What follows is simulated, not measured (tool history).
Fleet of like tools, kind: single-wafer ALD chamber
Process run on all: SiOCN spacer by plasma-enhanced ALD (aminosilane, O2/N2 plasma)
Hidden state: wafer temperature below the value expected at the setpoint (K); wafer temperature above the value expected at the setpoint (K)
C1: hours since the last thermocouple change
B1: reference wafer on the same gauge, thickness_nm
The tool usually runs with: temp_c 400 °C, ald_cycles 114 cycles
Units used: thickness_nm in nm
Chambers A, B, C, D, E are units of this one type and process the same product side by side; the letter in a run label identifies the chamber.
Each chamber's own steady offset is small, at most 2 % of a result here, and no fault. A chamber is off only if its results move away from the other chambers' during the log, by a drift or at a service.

Run 1C, hour 7.1: usual settings; C1 2027; B1 7.373. Result: thickness_nm 6.9884 nm.
Run 2D, hour 13.8: usual settings; C1 86.8; B1 7.3682. Result: thickness_nm 6.9579 nm.
Run 3A, hour 17.5: usual settings; C1 3193.9; B1 7.367. Result: thickness_nm 6.907 nm.
Run 4E, hour 22.3: usual settings; C1 1175.5; B1 7.3644. Result: thickness_nm 6.8317 nm.
Run 5B, hour 29.9: usual settings; C1 1290.6; B1 7.365. Result: thickness_nm 6.8718 nm.
Run 6B, hour 35.1: usual settings; C1 1295.8; B1 7.3668. Result: thickness_nm 6.8982 nm.
Run 7E, hour 39.1: usual settings; C1 1192.3; B1 7.3636. Result: thickness_nm 6.8241 nm.
Run 8C, hour 44: usual settings; C1 2063.9; B1 7.3617. Result: thickness_nm 7.0015 nm.
Run 9D, hour 48.6: usual settings; C1 121.6; B1 7.3597. Result: thickness_nm 6.9698 nm.
Run 10A, hour 53.8: usual settings; C1 3230.2; B1 7.3622. Result: thickness_nm 6.8999 nm.
Run 11E, hour 60: usual settings but temp_c 392 °C, ald_cycles 124 cycles; C1 1213.2; B1 7.3597. Result: thickness_nm 7.4079 nm.
Run 12D, hour 65.9: usual settings but temp_c 392 °C, ald_cycles 124 cycles; C1 138.9; B1 7.3576. Result: thickness_nm 7.575 nm.
Run 13B, hour 72.2: usual settings but temp_c 392 °C, ald_cycles 124 cycles; C1 1332.9; B1 7.3538. Result: thickness_nm 7.4642 nm.
Run 14A, hour 79.6: usual settings but temp_c 392 °C, ald_cycles 124 cycles; C1 3256; B1 7.3577. Result: thickness_nm 7.522 nm.
Run 15C, hour 85.2: usual settings but temp_c 392 °C, ald_cycles 124 cycles; C1 2105.1; B1 7.3535. Result: thickness_nm 7.5932 nm.
Run 16A, hour 92.3: usual settings; C1 3268.7; B1 7.3507. Result: thickness_nm 6.9096 nm.
Run 17D, hour 97.9: usual settings but temp_c 411 °C, ald_cycles 107 cycles; C1 170.9; B1 7.3499. Result: thickness_nm 6.3011 nm.
Run 18E, hour 103.7: usual settings but temp_c 411 °C, ald_cycles 107 cycles; C1 1256.9; B1 7.3513. Result: thickness_nm 6.1615 nm.
Run 19B, hour 108.1: usual settings but temp_c 411 °C, ald_cycles 107 cycles; C1 1368.8; B1 7.3506. Result: thickness_nm 6.217 nm.
Run 20C, hour 112.4: usual settings but temp_c 411 °C, ald_cycles 107 cycles; C1 2132.3; B1 7.3498. Result: thickness_nm 6.3207 nm.
Run 21E, hour 117: usual settings but temp_c 411 °C, ald_cycles 107 cycles; C1 1270.2; B1 7.348. Result: thickness_nm 6.1792 nm.
Run 22C, hour 122.6: usual settings; C1 2142.5; B1 7.3491. Result: thickness_nm 6.9743 nm.
Run 23D, hour 127.1: usual settings but ald_cycles 124 cycles; C1 200.1; B1 7.345. Result: thickness_nm 7.5424 nm.
Run 24B, hour 132.4: usual settings but ald_cycles 124 cycles; C1 1393.1; B1 7.3477. Result: thickness_nm 7.4692 nm.
Run 25A, hour 137.6: usual settings but ald_cycles 124 cycles; C1 3314; B1 7.3461. Result: thickness_nm 7.4952 nm.
Run 26E, hour 142.5: usual settings but ald_cycles 124 cycles; C1 1295.7; B1 7.3409. Result: thickness_nm 7.4038 nm.
At hour 144.5: chamber A: thermocouple changed; heater temperature recalibrated.
Run 27B, hour 148.7: usual settings but ald_cycles 124 cycles; C1 1409.4; B1 7.3431. Result: thickness_nm 7.4465 nm.
Run 28D, hour 155.7: usual settings; C1 228.7; B1 7.3421. Result: thickness_nm 6.9575 nm.
Run 29A, hour 159.4: usual settings; C1 14.9; B1 7.3425. Result: thickness_nm 6.8937 nm.
Run 30C, hour 164.5: usual settings; C1 2184.4; B1 7.3393. Result: thickness_nm 6.9674 nm.
Run 31E, hour 169.6: usual settings; C1 1322.8; B1 7.3414. Result: thickness_nm 6.7819 nm.
Run 32D, hour 174.5: usual settings; C1 247.5; B1 7.3403. Result: thickness_nm 6.9239 nm.
Run 33B, hour 180.6: usual settings; C1 1441.3; B1 7.3382. Result: thickness_nm 6.8481 nm.
Run 34C, hour 186.4: usual settings; C1 2206.3; B1 7.3365. Result: thickness_nm 6.9481 nm.
Run 35A, hour 192: usual settings; C1 47.5; B1 7.3332. Result: thickness_nm 6.897 nm.
Run 36A, hour 198.8: usual settings; C1 54.3; B1 7.3369. Result: thickness_nm 6.8778 nm.
Run 37C, hour 205.5: usual settings but temp_c 396 °C, ald_cycles 104 cycles; C1 2225.4; B1 7.3326. Result: thickness_nm 6.3297 nm.
Run 38B, hour 209.9: usual settings but temp_c 396 °C, ald_cycles 104 cycles; C1 1470.6; B1 7.3347. Result: thickness_nm 6.2645 nm.
Run 39D, hour 216.4: usual settings but temp_c 396 °C, ald_cycles 104 cycles; C1 289.4; B1 7.3303. Result: thickness_nm 6.3192 nm.
Run 40E, hour 223.2: usual settings but temp_c 396 °C, ald_cycles 104 cycles; C1 1376.4; B1 7.3316. Result: thickness_nm 6.1975 nm.

Which is it: a chamber that has drifted or been left off by a service, a gauge drift common to all chambers, or only each chamber's usual small offset? If a chamber is off, name it and its likeliest cause.

No chamber is off; the gauge reading every chamber's wafers drifts, which makes the whole fleet appear to move together.
What lies behind it: gauge reads low (%) = 0.555.

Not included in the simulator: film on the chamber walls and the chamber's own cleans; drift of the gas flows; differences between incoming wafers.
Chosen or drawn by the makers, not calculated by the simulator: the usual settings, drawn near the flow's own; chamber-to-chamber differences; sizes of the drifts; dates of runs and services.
